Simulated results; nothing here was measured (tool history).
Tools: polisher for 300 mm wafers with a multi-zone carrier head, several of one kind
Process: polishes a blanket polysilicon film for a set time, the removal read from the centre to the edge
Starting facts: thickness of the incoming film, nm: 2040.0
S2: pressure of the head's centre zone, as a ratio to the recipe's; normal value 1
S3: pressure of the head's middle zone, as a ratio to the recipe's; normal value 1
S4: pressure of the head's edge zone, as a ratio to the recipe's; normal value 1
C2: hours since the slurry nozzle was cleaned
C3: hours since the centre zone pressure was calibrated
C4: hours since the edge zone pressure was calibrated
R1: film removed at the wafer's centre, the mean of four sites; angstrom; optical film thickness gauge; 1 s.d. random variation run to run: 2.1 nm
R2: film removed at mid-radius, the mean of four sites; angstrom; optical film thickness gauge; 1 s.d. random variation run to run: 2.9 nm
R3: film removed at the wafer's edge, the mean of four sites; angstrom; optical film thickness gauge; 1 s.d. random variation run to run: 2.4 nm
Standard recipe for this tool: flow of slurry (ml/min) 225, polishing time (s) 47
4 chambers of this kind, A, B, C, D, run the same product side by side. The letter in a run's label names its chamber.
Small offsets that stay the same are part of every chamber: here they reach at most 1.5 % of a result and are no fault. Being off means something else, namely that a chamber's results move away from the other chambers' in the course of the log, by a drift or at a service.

run 1D day=0.129 | flow_of_slurry_(ml/min)=225 S2=1 S3=1 S4=1 polishing_time_(s)=47 | wafers_polished_on_this_pad=766 C2=552.8 C3=681.5 C4=462.1 | R1=2101.7 R2=2163.2 R3=2128.4
-- day=0.196 chamber D: worn pad replaced by a new one
run 2C day=0.225 | flow_of_slurry_(ml/min)=225 S2=1 S3=1 S4=1 polishing_time_(s)=47 | wafers_polished_on_this_pad=777 C2=459 C3=480.4 C4=23.9 | R1=2176.5 R2=2079.6 R3=2097.3
run 3B day=0.371 | flow_of_slurry_(ml/min)=225 S2=1 S3=1 S4=1 polishing_time_(s)=47 | wafers_polished_on_this_pad=1127 C2=142 C3=1043.5 C4=273.7 | R1=2129.9 R2=2165.5 R3=2138.4
run 4A day=0.538 | flow_of_slurry_(ml/min)=225 S2=1 S3=1 S4=1 polishing_time_(s)=47 | wafers_polished_on_this_pad=410 C2=122 C3=155.3 C4=43.1 | R1=2102.4 R2=2093.7 R3=2104.6
-- day=0.575 chamber B: worn pad replaced by a new one
run 5B day=0.721 | flow_of_slurry_(ml/min)=225 S2=1 S3=1 S4=1 polishing_time_(s)=47 | wafers_polished_on_this_pad=24 C2=150.4 C3=1051.9 C4=282.1 | R1=2098.6 R2=2179.9 R3=2118.3
run 6C day=0.846 | flow_of_slurry_(ml/min)=225 S2=1 S3=1 S4=1 polishing_time_(s)=47 | wafers_polished_on_this_pad=881 C2=473.9 C3=495.3 C4=38.8 | R1=2126.8 R2=2048.6 R3=2076
run 7D day=0.946 | flow_of_slurry_(ml/min)=280 S2=1 S3=1 S4=1 polishing_time_(s)=47 | wafers_polished_on_this_pad=125 C2=572.4 C3=701.1 C4=481.7 | R1=2194 R2=2183.6 R3=2158.9
run 8A day=1.075 | flow_of_slurry_(ml/min)=280 S2=1 S3=1 S4=1 polishing_time_(s)=47 | wafers_polished_on_this_pad=500 C2=134.9 C3=168.2 C4=56 | R1=2203.2 R2=2138.4 R3=2151.3
run 9B day=1.246 | flow_of_slurry_(ml/min)=280 S2=1 S3=1 S4=1 polishing_time_(s)=47 | wafers_polished_on_this_pad=112 C2=163 C3=1064.5 C4=294.7 | R1=2203 R2=2196.3 R3=2150.9
-- day=1.35 chamber D: slurry nozzle cleaned
run 10A day=1.4 | flow_of_slurry_(ml/min)=280 S2=1 S3=1 S4=1 polishing_time_(s)=47 | wafers_polished_on_this_pad=554 C2=142.7 C3=176 C4=63.8 | R1=2182.5 R2=2181.2 R3=2172.6
run 11C day=1.55 | flow_of_slurry_(ml/min)=225 S2=1 S3=1 S4=1 polishing_time_(s)=47 | wafers_polished_on_this_pad=999 C2=490.8 C3=512.2 C4=55.7 | R1=2158 R2=2041.6 R3=2088.4
run 12D day=1.654 | flow_of_slurry_(ml/min)=225 S2=1 S3=1 S4=1 polishing_time_(s)=47 | wafers_polished_on_this_pad=244 C2=7.3 C3=718.1 C4=498.7 | R1=2109 R2=2122.9 R3=2149.1
run 13C day=1.804 | flow_of_slurry_(ml/min)=225 S2=1 S3=1 S4=1 polishing_time_(s)=47 | wafers_polished_on_this_pad=1041 C2=496.9 C3=518.3 C4=61.8 | R1=2146.7 R2=2152 R3=2096.4
run 14B day=1.896 | flow_of_slurry_(ml/min)=225 S2=1 S3=1 S4=1 polishing_time_(s)=47 | wafers_polished_on_this_pad=220 C2=178.6 C3=1080.1 C4=310.3 | R1=2111 R2=2161.6 R3=2106.6
run 15A day=2.071 | flow_of_slurry_(ml/min)=225 S2=1 S3=1 S4=1 polishing_time_(s)=47 | wafers_polished_on_this_pad=666 C2=158.8 C3=192.1 C4=79.9 | R1=2080.6 R2=2082.8 R3=2078.1
run 16D day=2.254 | flow_of_slurry_(ml/min)=225 S2=1 S3=1 S4=1 polishing_time_(s)=47 | wafers_polished_on_this_pad=344 C2=21.7 C3=732.5 C4=513.1 | R1=2121.9 R2=2131.9 R3=2070
-- day=2.292 chamber B: centre zone pressure recalibrated
-- day=2.3 chamber A: worn pad replaced by a new one
run 17B day=2.417 | flow_of_slurry_(ml/min)=225 S2=1 S3=1 S4=1 polishing_time_(s)=47 | wafers_polished_on_this_pad=308 C2=191.1 C3=3 C4=322.8 | R1=2107.2 R2=2116.9 R3=2091.6
run 18C day=2.542 | flow_of_slurry_(ml/min)=225 S2=1 S3=1 S4=1 polishing_time_(s)=47 | wafers_polished_on_this_pad=1165 C2=514.6 C3=536 C4=79.5 | R1=2059.5 R2=2044.3 R3=2081.1
run 19D day=2.675 | flow_of_slurry_(ml/min)=225 S2=1 S3=1 S4=1 polishing_time_(s)=47 | wafers_polished_on_this_pad=414 C2=31.8 C3=742.6 C4=523.2 | R1=2130.7 R2=2127.9 R3=2147
run 20A day=2.754 | flow_of_slurry_(ml/min)=225 S2=1 S3=1 S4=1 polishing_time_(s)=47 | wafers_polished_on_this_pad=76 C2=175.2 C3=208.5 C4=96.3 | R1=2116 R2=2064.3 R3=2099.4
run 21D day=2.888 | flow_of_slurry_(ml/min)=225 S2=1 S3=1 S4=1 polishing_time_(s)=47 | wafers_polished_on_this_pad=450 C2=36.9 C3=747.7 C4=528.3 | R1=2124.3 R2=2114.8 R3=2118.1
run 22B day=3.021 | flow_of_slurry_(ml/min)=225 S2=1 S3=1 S4=1 polishing_time_(s)=47 | wafers_polished_on_this_pad=409 C2=205.6 C3=17.5 C4=337.3 | R1=2084.9 R2=2107.4 R3=2144.2
run 23C day=3.188 | flow_of_slurry_(ml/min)=225 S2=1 S3=1 S4=1 polishing_time_(s)=47 | wafers_polished_on_this_pad=1273 C2=530.1 C3=551.5 C4=95 | R1=2121.8 R2=2118.1 R3=2081.8
run 24A day=3.371 | flow_of_slurry_(ml/min)=225 S2=1 S3=1 S4=1 polishing_time_(s)=47 | wafers_polished_on_this_pad=179 C2=190 C3=223.3 C4=111.1 | R1=2118.6 R2=2099.3 R3=2114.6
run 25B day=3.55 | flow_of_slurry_(ml/min)=225 S2=1 S3=1 S4=1 polishing_time_(s)=47 | wafers_polished_on_this_pad=497 C2=218.3 C3=30.2 C4=350 | R1=2131.4 R2=2132.9 R3=2110.1
run 26C day=3.7 | flow_of_slurry_(ml/min)=225 S2=1 S3=1 S4=1 polishing_time_(s)=47 | wafers_polished_on_this_pad=1358 C2=542.4 C3=563.8 C4=107.3 | R1=2035.3 R2=2033 R3=2103
-- day=3.762 chamber D: edge zone pressure recalibrated
run 27D day=3.825 | flow_of_slurry_(ml/min)=225 S2=1 S3=1 S4=1 polishing_time_(s)=47 | wafers_polished_on_this_pad=607 C2=59.4 C3=770.2 C4=1.5 | R1=2115.4 R2=2077.5 R3=2126
run 28A day=3.958 | flow_of_slurry_(ml/min)=225 S2=1 S3=1 S4=1 polishing_time_(s)=47 | wafers_polished_on_this_pad=277 C2=204.1 C3=237.4 C4=125.2 | R1=2139.5 R2=2119.9 R3=2065.5
run 29C day=4.067 | flow_of_slurry_(ml/min)=225 S2=1 S3=1 S4=1 polishing_time_(s)=47 | wafers_polished_on_this_pad=1420 C2=551.2 C3=572.6 C4=116.1 | R1=2038.8 R2=2023.9 R3=2020.1
run 30B day=4.246 | flow_of_slurry_(ml/min)=225 S2=1 S3=1 S4=1 polishing_time_(s)=47 | wafers_polished_on_this_pad=613 C2=235 C3=46.9 C4=366.7 | R1=2130.7 R2=2165.3 R3=2091
run 31D day=4.388 | flow_of_slurry_(ml/min)=225 S2=1 S3=1 S4=1 polishing_time_(s)=47 | wafers_polished_on_this_pad=701 C2=72.9 C3=783.7 C4=15 | R1=2118.1 R2=2138.2 R3=2133.5
run 32A day=4.554 | flow_of_slurry_(ml/min)=225 S2=1 S3=1 S4=1 polishing_time_(s)=47 | wafers_polished_on_this_pad=377 C2=218.4 C3=251.7 C4=139.5 | R1=2072.7 R2=2110.9 R3=2064.2
run 33C day=4.721 | flow_of_slurry_(ml/min)=225 S2=1 S3=1.07 S4=1 polishing_time_(s)=53 | wafers_polished_on_this_pad=1529 C2=566.9 C3=588.3 C4=131.8 | R1=2270.3 R2=2387.4 R3=2291.8
run 34D day=4.817 | flow_of_slurry_(ml/min)=225 S2=1 S3=1.07 S4=1 polishing_time_(s)=53 | wafers_polished_on_this_pad=773 C2=83.2 C3=794 C4=25.3 | R1=2378.1 R2=2571.7 R3=2403.6
run 35B day=4.912 | flow_of_slurry_(ml/min)=225 S2=1 S3=1.07 S4=1 polishing_time_(s)=53 | wafers_polished_on_this_pad=725 C2=251 C3=62.9 C4=382.7 | R1=2425.3 R2=2529.5 R3=2355.8
run 36A day=5.008 | flow_of_slurry_(ml/min)=225 S2=1 S3=1.07 S4=1 polishing_time_(s)=53 | wafers_polished_on_this_pad=453 C2=229.3 C3=262.6 C4=150.4 | R1=2413.2 R2=2562.7 R3=2359.2
-- day=5.158 chamber C: worn pad replaced by a new one
run 37C day=5.162 | flow_of_slurry_(ml/min)=225 S2=1 S3=1 S4=1 polishing_time_(s)=47 | wafers_polished_on_this_pad=1 C2=577.5 C3=598.9 C4=142.4 | R1=1976.5 R2=2011.8 R3=2000.4
-- day=5.217 chamber D: worn pad replaced by a new one
run 38A day=5.292 | flow_of_slurry_(ml/min)=225 S2=1 S3=1 S4=1 polishing_time_(s)=47 | wafers_polished_on_this_pad=500 C2=236.1 C3=269.4 C4=157.2 | R1=2131.2 R2=2109.5 R3=2093.5
run 39D day=5.421 | flow_of_slurry_(ml/min)=225 S2=1 S3=1 S4=1 polishing_time_(s)=47 | wafers_polished_on_this_pad=34 C2=97.7 C3=808.5 C4=39.8 | R1=2119.7 R2=2105.3 R3=2093.5
run 40B day=5.567 | flow_of_slurry_(ml/min)=225 S2=1 S3=1 S4=1 polishing_time_(s)=47 | wafers_polished_on_this_pad=834 C2=266.7 C3=78.6 C4=398.4 | R1=2156.7 R2=2122.9 R3=2114.1
run 41D day=5.733 | flow_of_slurry_(ml/min)=225 S2=0.96 S3=1 S4=1.04 polishing_time_(s)=47 | wafers_polished_on_this_pad=86 C2=105.2 C3=816 C4=47.3 | R1=1971.3 R2=2094.2 R3=2163.1
run 42A day=5.908 | flow_of_slurry_(ml/min)=225 S2=0.96 S3=1 S4=1.04 polishing_time_(s)=47 | wafers_polished_on_this_pad=604 C2=250.9 C3=284.2 C4=172 | R1=2038.9 R2=2087.5 R3=2131.5

All chambers now run identical settings, listed one chamber a line with results as question marks. What results will each chamber show?
run 43A day=6.042 | flow_of_slurry_(ml/min)=225 S2=1.08 S3=1 S4=1 polishing_time_(s)=47 | R1=? R2=? R3=?
run 43B day=6.042 | flow_of_slurry_(ml/min)=225 S2=1.08 S3=1 S4=1 polishing_time_(s)=47 | R1=? R2=? R3=?
run 43C day=6.042 | flow_of_slurry_(ml/min)=225 S2=1.08 S3=1 S4=1 polishing_time_(s)=47 | R1=? R2=? R3=?
run 43D day=6.042 | flow_of_slurry_(ml/min)=225 S2=1.08 S3=1 S4=1 polishing_time_(s)=47 | R1=? R2=? R3=?

run=43A R1=2312.9 R2=2125.1 R3=2096.8
run=43B R1=2270.2 R2=2158.8 R3=2095.9
run=43C R1=2095.1 R2=1909.5 R3=1947.3
run=43D R1=2309.8 R2=2132.1 R3=2123.2
